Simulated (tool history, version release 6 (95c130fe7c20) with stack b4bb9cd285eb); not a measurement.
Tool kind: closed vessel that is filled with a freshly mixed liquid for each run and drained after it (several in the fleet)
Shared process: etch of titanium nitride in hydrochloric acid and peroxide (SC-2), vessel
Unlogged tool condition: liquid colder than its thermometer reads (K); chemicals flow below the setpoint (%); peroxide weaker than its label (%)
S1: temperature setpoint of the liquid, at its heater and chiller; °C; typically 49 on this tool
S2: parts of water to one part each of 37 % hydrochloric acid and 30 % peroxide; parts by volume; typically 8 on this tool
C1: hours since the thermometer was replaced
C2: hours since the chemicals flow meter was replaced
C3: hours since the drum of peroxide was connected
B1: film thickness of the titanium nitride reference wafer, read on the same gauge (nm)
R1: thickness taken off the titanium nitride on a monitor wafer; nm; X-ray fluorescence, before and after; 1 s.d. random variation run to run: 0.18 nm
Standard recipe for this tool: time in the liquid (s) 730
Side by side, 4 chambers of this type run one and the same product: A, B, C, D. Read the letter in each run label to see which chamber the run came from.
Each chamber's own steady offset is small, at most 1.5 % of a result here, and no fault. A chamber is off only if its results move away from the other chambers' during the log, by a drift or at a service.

Run 1B, hour 11.9: usual settings; C1 298.9; C2 312.1; C3 344.6; B1 99.99. Result: R1 28.629 nm.
At hour 18: chamber B: new drum of peroxide connected.
Run 2D, hour 21.2: usual settings; C1 2321.2; C2 145.3; C3 752.2; B1 100.01. Result: R1 28.842 nm.
Run 3A, hour 30.2: usual settings; C1 398.5; C2 75.3; C3 448.9; B1 100.01. Result: R1 28.791 nm.
At hour 34.5: chamber A: new drum of peroxide connected.
Run 4C, hour 37.2: usual settings; C1 1624.6; C2 1453.7; C3 683.2; B1 99.992. Result: R1 29.186 nm.
Run 5D, hour 49.3: usual settings; C1 2349.3; C2 173.4; C3 780.3; B1 100.01. Result: R1 28.868 nm.
Run 6C, hour 61.2: usual settings; C1 1648.6; C2 1477.7; C3 707.2; B1 100.01. Result: R1 28.75 nm.
Run 7B, hour 68.9: usual settings; C1 355.9; C2 369.1; C3 51; B1 99.996. Result: R1 28.536 nm.
Run 8A, hour 80: usual settings; C1 448.3; C2 125.1; C3 45.5; B1 99.992. Result: R1 28.244 nm.
Run 9A, hour 86.5: usual settings; C1 454.8; C2 131.6; C3 52; B1 99.971. Result: R1 28.462 nm.
Run 10B, hour 96.1: usual settings; C1 383.1; C2 396.3; C3 78.2; B1 99.996. Result: R1 28.689 nm.
Run 11C, hour 103: usual settings; C1 1690.4; C2 1519.5; C3 749; B1 99.986. Result: R1 29.029 nm.
Run 12D, hour 116.1: usual settings; C1 2416.1; C2 240.2; C3 847.1; B1 99.981. Result: R1 28.553 nm.
Run 13B, hour 126.9: usual settings; C1 413.9; C2 427.1; C3 109; B1 99.996. Result: R1 28.634 nm.
Run 14D, hour 134.4: usual settings; C1 2434.4; C2 258.5; C3 865.4; B1 99.998. Result: R1 28.407 nm.
Run 15C, hour 141: usual settings; C1 1728.4; C2 1557.5; C3 787; B1 99.999. Result: R1 29.285 nm.
Run 16A, hour 152.7: usual settings; C1 521; C2 197.8; C3 118.2; B1 100.01. Result: R1 27.918 nm.
At hour 153.9: chamber D: thermometer replaced.
Run 17C, hour 159.9: usual settings; C1 1747.3; C2 1576.4; C3 805.9; B1 100.02. Result: R1 29.087 nm.
At hour 165.1: chamber C: new drum of peroxide connected.
Run 18D, hour 169.9: usual settings but S2 10.5 parts by volume; C1 16.1; C2 294; C3 900.9; B1 99.984. Result: R1 22.841 nm.
At hour 170.3: chamber D: new drum of peroxide connected.
Run 19A, hour 178.7: usual settings but S2 10.5 parts by volume; C1 547; C2 223.8; C3 144.2; B1 100. Result: R1 21.939 nm.
Run 20B, hour 190.3: usual settings but S2 10.5 parts by volume; C1 477.3; C2 490.5; C3 172.4; B1 100. Result: R1 22.807 nm.
Run 21A, hour 198.5: usual settings but S2 10.5 parts by volume; C1 566.8; C2 243.6; C3 164; B1 99.988. Result: R1 22.02 nm.
At hour 202.1: chamber C: thermometer replaced.
Run 22D, hour 209.4: usual settings; C1 55.6; C2 333.5; C3 39.1; B1 99.989. Result: R1 28.728 nm.
Run 23B, hour 216.6: usual settings; C1 503.6; C2 516.8; C3 198.7; B1 99.992. Result: R1 28.439 nm.
Run 24C, hour 222.9: usual settings; C1 20.9; C2 1639.4; C3 57.9; B1 99.991. Result: R1 29.047 nm.
Run 25A, hour 234.8: usual settings; C1 603.1; C2 279.9; C3 200.3; B1 99.987. Result: R1 26.887 nm.
Run 26B, hour 243.5: usual settings; C1 530.5; C2 543.7; C3 225.6; B1 100.01. Result: R1 28.793 nm.
Run 27D, hour 256.5: usual settings; C1 102.7; C2 380.6; C3 86.2; B1 100.01. Result: R1 28.815 nm.
Run 28C, hour 266.7: usual settings; C1 64.7; C2 1683.2; C3 101.7; B1 100.01. Result: R1 28.936 nm.
Run 29C, hour 276: usual settings; C1 74; C2 1692.5; C3 111; B1 99.988. Result: R1 29.033 nm.
Run 30B, hour 285.8: usual settings but S1 45.5 °C; C1 572.8; C2 586; C3 267.9; B1 100.02. Result: R1 22.52 nm.

All chambers now run identical settings, listed one chamber a line with results as question marks. What results will each chamber show?
Run 31A, hour 295.6: usual settings but S1 45 °C. Result: R1 ?.
Run 31B, hour 295.6: usual settings but S1 45 °C. Result: R1 ?.
Run 31C, hour 295.6: usual settings but S1 45 °C. Result: R1 ?.
Run 31D, hour 295.6: usual settings but S1 45 °C. Result: R1 ?.

run      R1
31A  19.945
31B  21.802
31C  22.229
31D  22.018

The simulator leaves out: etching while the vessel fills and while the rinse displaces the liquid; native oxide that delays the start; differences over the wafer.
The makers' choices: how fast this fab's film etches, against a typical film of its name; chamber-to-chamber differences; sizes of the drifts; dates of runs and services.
